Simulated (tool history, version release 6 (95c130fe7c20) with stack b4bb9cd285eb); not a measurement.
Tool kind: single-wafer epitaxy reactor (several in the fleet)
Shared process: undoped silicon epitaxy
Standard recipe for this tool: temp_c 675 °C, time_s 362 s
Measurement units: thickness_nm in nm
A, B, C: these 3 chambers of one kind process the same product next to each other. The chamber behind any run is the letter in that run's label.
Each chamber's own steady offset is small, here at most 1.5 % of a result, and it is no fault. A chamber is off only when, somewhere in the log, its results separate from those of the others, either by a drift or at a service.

| run | hour | temp_c | time_s | read-back reference wafer on the same gauge, thickness_nm | thickness_nm |
|---|---|---|---|---|---|
| 1B | 5.8 | 675 | 362 | 84.027 | 101.980 |
| 2A | 11.7 | 675 | 362 | 84.023 | 102.720 |
| 3C | 19.9 | 675 | 362 | 84.068 | 103.120 |
| 4C | 26.0 | 675 | 362 | 84.065 | 103.210 |
| 5B | 34.6 | 675 | 362 | 84.076 | 102.030 |
| 6A | 46.0 | 675 | 403 | 84.112 | 114.760 |
| 7B | 51.6 | 675 | 403 | 84.145 | 113.680 |
| 8C | 59.3 | 675 | 403 | 84.137 | 115.130 |
| 9A | 65.2 | 675 | 362 | 84.153 | 103.100 |
| 10A | 75.9 | 683 | 425 | 84.159 | 142.870 |
| 11C | 86.1 | 683 | 425 | 84.201 | 143.360 |
| 12B | 98.0 | 683 | 425 | 84.222 | 141.450 |
| 13A | 106.4 | 675 | 362 | 84.206 | 103.110 |
| 14C | 111.9 | 675 | 362 | 84.245 | 103.500 |
| 15B | 121.8 | 675 | 362 | 84.279 | 102.170 |
| 16A | 132.1 | 664 | 422 | 84.330 | 95.719 |
| 17C | 144.5 | 664 | 422 | 84.356 | 95.697 |
| 18B | 152.1 | 664 | 422 | 84.367 | 94.948 |
| 19C | 161.9 | 675 | 362 | 84.404 | 103.670 |
| 20B | 169.2 | 675 | 362 | 84.400 | 102.100 |
| 21A | 176.5 | 675 | 362 | 84.422 | 103.320 |
| 22B | 188.0 | 675 | 362 | 84.461 | 102.460 |
| 23A | 195.9 | 675 | 362 | 84.430 | 103.490 |

Each of the 3 chambers runs these same settings next. Fill in every chamber's results:
| 24A | 204.9 | 686 | 362 |  | ? |
| 24B | 204.9 | 686 | 362 |  | ? |
| 24C | 204.9 | 686 | 362 |  | ? |

| run | thickness_nm |
|---|---|
| 24A | 129.580 |
| 24B | 127.870 |
| 24C | 130.520 |

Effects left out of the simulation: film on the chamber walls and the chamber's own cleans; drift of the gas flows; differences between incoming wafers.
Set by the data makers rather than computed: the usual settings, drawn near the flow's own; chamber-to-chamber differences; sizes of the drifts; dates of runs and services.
